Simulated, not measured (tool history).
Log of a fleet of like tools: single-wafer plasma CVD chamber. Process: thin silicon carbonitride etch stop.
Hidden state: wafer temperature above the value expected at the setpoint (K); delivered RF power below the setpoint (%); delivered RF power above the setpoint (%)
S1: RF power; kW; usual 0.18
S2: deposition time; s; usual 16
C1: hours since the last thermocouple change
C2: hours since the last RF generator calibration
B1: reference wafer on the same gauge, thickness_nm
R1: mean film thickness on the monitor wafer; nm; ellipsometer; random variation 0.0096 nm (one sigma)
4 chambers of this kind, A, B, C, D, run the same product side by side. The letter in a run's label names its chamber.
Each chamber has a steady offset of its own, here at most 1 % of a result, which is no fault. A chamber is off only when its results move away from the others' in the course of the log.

run 1B hour=11.9 | S1=0.18 S2=16 | C1=391.3 C2=1197.4 | B1=8.9416 | R1=8.9083
run 2D hour=23.9 | S1=0.18 S2=16 | C1=911.3 C2=404.6 | B1=8.9442 | R1=8.854
run 3C hour=34.8 | S1=0.18 S2=16 | C1=351.3 C2=2663.3 | B1=8.9438 | R1=8.8858
run 4A hour=45.2 | S1=0.18 S2=16 | C1=2569.9 C2=931 | B1=8.9468 | R1=8.7887
run 5A hour=58 | S1=0.18 S2=16 | C1=2582.7 C2=943.8 | B1=8.9457 | R1=8.7837
run 6D hour=65.5 | S1=0.18 S2=16 | C1=952.9 C2=446.2 | B1=8.947 | R1=8.8467
run 7B hour=72.1 | S1=0.18 S2=16 | C1=451.5 C2=1257.6 | B1=8.9449 | R1=8.9011
run 8C hour=80.2 | S1=0.18 S2=16 | C1=396.7 C2=2708.7 | B1=8.9482 | R1=8.8752
run 9D hour=91.4 | S1=0.18 S2=16 | C1=978.8 C2=472.1 | B1=8.9502 | R1=8.8413
run 10B hour=98.9 | S1=0.19 S2=16 | C1=478.3 C2=1284.4 | B1=8.9524 | R1=9.0566
run 11A hour=106.7 | S1=0.19 S2=16 | C1=2631.4 C2=992.5 | B1=8.9506 | R1=8.9368
run 12C hour=115.6 | S1=0.19 S2=16 | C1=432.1 C2=2744.1 | B1=8.9532 | R1=9.0395
run 13A hour=128.7 | S1=0.19 S2=16 | C1=2653.4 C2=1014.5 | B1=8.9539 | R1=8.95
run 14D hour=141.2 | S1=0.18 S2=16 | C1=1028.6 C2=521.9 | B1=8.9543 | R1=8.8438
run 15B hour=153.2 | S1=0.18 S2=16 | C1=532.6 C2=1338.7 | B1=8.9565 | R1=8.9088
run 16C hour=166.2 | S1=0.18 S2=16 | C1=482.7 C2=2794.7 | B1=8.9569 | R1=8.8922
run 17A hour=176.9 | S1=0.18 S2=16 | C1=2701.6 C2=1062.7 | B1=8.9583 | R1=8.7831
run 18C hour=183.7 | S1=0.18 S2=16 | C1=500.2 C2=2812.2 | B1=8.9612 | R1=8.9111
run 19B hour=195 | S1=0.18 S2=16 | C1=574.4 C2=1380.5 | B1=8.9615 | R1=8.9114
run 20D hour=209.9 | S1=0.18 S2=16 | C1=1097.3 C2=590.6 | B1=8.9635 | R1=8.8628
run 21D hour=218.9 | S1=0.195 S2=16 | C1=1106.3 C2=599.6 | B1=8.9644 | R1=9.0791
run 22C hour=226.4 | S1=0.195 S2=16 | C1=542.9 C2=2854.9 | B1=8.9635 | R1=9.1073
run 23A hour=237.8 | S1=0.195 S2=16 | C1=2762.5 C2=1123.6 | B1=8.9644 | R1=9.0379
-- hour=240.5 chamber C: RF generator calibrated
run 24B hour=249.4 | S1=0.195 S2=16 | C1=628.8 C2=1434.9 | B1=8.9657 | R1=9.1321
run 25A hour=263.3 | S1=0.18 S2=16 | C1=2788 C2=1149.1 | B1=8.9657 | R1=8.8198
run 26C hour=273.9 | S1=0.18 S2=13.9 | C1=590.4 C2=33.4 | B1=8.9709 | R1=7.7398
run 27D hour=285.5 | S1=0.18 S2=13.9 | C1=1172.9 C2=666.2 | B1=8.9675 | R1=7.7023
run 28B hour=293.2 | S1=0.18 S2=13.9 | C1=672.6 C2=1478.7 | B1=8.9692 | R1=7.7461
run 29C hour=304.9 | S1=0.18 S2=13.9 | C1=621.4 C2=64.4 | B1=8.9728 | R1=7.7367
-- hour=307.6 chamber B: RF generator calibrated
run 30D hour=316.6 | S1=0.18 S2=16 | C1=1204 C2=697.3 | B1=8.9738 | R1=8.863
run 31A hour=323.9 | S1=0.18 S2=16 | C1=2848.6 C2=1209.7 | B1=8.9742 | R1=8.8344
run 32B hour=332.3 | S1=0.18 S2=16 | C1=711.7 C2=24.7 | B1=8.9736 | R1=8.9367
run 33B hour=341.3 | S1=0.18 S2=16 | C1=720.7 C2=33.7 | B1=8.9715 | R1=8.945
run 34C hour=350.6 | S1=0.18 S2=16 | C1=667.1 C2=110.1 | B1=8.9781 | R1=8.9205
run 35A hour=364.3 | S1=0.18 S2=16 | C1=2889 C2=1250.1 | B1=8.9787 | R1=8.8233
run 36D hour=375.9 | S1=0.18 S2=16 | C1=1263.3 C2=756.6 | B1=8.978 | R1=8.8577

Is one chamber off against the others, does the gauge drift, or is nothing wrong? If a chamber is off, say which, and what the likeliest cause is.

The gauge drifts, so all chambers seem to drift together. No chamber is off.
Cause: gauge reads high (%) = 0.447.
